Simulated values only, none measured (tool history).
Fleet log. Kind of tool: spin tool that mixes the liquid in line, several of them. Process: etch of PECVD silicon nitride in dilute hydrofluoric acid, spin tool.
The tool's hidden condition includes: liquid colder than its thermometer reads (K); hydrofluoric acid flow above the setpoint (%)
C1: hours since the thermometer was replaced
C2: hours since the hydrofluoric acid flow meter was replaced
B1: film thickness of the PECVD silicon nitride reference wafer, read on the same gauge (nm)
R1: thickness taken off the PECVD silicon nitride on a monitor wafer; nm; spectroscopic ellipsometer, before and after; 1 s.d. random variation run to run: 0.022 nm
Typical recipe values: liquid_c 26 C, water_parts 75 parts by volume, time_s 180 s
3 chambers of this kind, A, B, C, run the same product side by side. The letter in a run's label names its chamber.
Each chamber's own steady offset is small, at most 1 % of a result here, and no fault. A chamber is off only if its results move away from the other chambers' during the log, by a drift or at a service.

Run 1B, hour 13.4: usual settings; C1 240.3; C2 380.1; B1 100.01. Result: R1 4.9272 nm.
Run 2C, hour 25.5: usual settings; C1 696.6; C2 1208.5; B1 100.01. Result: R1 4.9567 nm.
Run 3A, hour 36.5: usual settings; C1 1117.9; C2 818.7; B1 99.989. Result: R1 4.9857 nm.
Run 4C, hour 43.3: usual settings; C1 714.4; C2 1226.3; B1 100. Result: R1 4.9771 nm.
Run 5A, hour 55.5: usual settings; C1 1136.9; C2 837.7; B1 100. Result: R1 4.9866 nm.
Run 6B, hour 64.6: usual settings; C1 291.5; C2 431.3; B1 99.977. Result: R1 4.9247 nm.
Run 7C, hour 76.6: usual settings but time_s 110 s; C1 747.7; C2 1259.6; B1 100. Result: R1 3.0186 nm.
Run 8B, hour 91: usual settings but time_s 110 s; C1 317.9; C2 457.7; B1 99.982. Result: R1 3.0229 nm.
Run 9A, hour 103.3: usual settings but time_s 110 s; C1 1184.7; C2 885.5; B1 99.999. Result: R1 3.0478 nm.
Run 10A, hour 114.7: usual settings; C1 1196.1; C2 896.9; B1 99.978. Result: R1 4.9854 nm.
Run 11C, hour 128: usual settings; C1 799.1; C2 1311; B1 100.02. Result: R1 4.8968 nm.
Run 12B, hour 141.4: usual settings; C1 368.3; C2 508.1; B1 100. Result: R1 4.9339 nm.
Run 13C, hour 153.2: usual settings; C1 824.3; C2 1336.2; B1 100. Result: R1 4.9062 nm.
Run 14A, hour 167.1: usual settings; C1 1248.5; C2 949.3; B1 100.01. Result: R1 4.9596 nm.
Run 15B, hour 179.1: usual settings; C1 406; C2 545.8; B1 100. Result: R1 4.9578 nm.
Run 16C, hour 194: usual settings; C1 865.1; C2 1377; B1 100. Result: R1 4.901 nm.
At hour 195.5: chamber B: hydrofluoric acid flow meter replaced.
Run 17B, hour 202.1: usual settings; C1 429; C2 6.7; B1 100. Result: R1 4.899 nm.
At hour 209.9: chamber A: hydrofluoric acid flow meter replaced.
Run 18A, hour 213.6: usual settings; C1 1295; C2 3.8; B1 99.97. Result: R1 4.9881 nm.
Run 19A, hour 220.6: usual settings; C1 1302; C2 10.8; B1 100.01. Result: R1 4.9784 nm.
Run 20B, hour 234.4: usual settings; C1 461.3; C2 39; B1 99.989. Result: R1 4.9691 nm.
Run 21C, hour 244.2: usual settings; C1 915.3; C2 1427.2; B1 100. Result: R1 4.9495 nm.
Run 22A, hour 252.1: usual settings; C1 1333.5; C2 42.3; B1 100.01. Result: R1 4.9757 nm.
Run 23B, hour 264.6: usual settings; C1 491.5; C2 69.2; B1 99.991. Result: R1 4.9034 nm.

Read the log: is a single chamber off, either drifting away or since a service, is the gauge that measures every chamber drifting, or is nothing wrong beyond small per-chamber offsets? Name any odd chamber and what most likely caused it.

No chamber is off and the gauge is stable; the differences are just each chamber's small, constant offset.

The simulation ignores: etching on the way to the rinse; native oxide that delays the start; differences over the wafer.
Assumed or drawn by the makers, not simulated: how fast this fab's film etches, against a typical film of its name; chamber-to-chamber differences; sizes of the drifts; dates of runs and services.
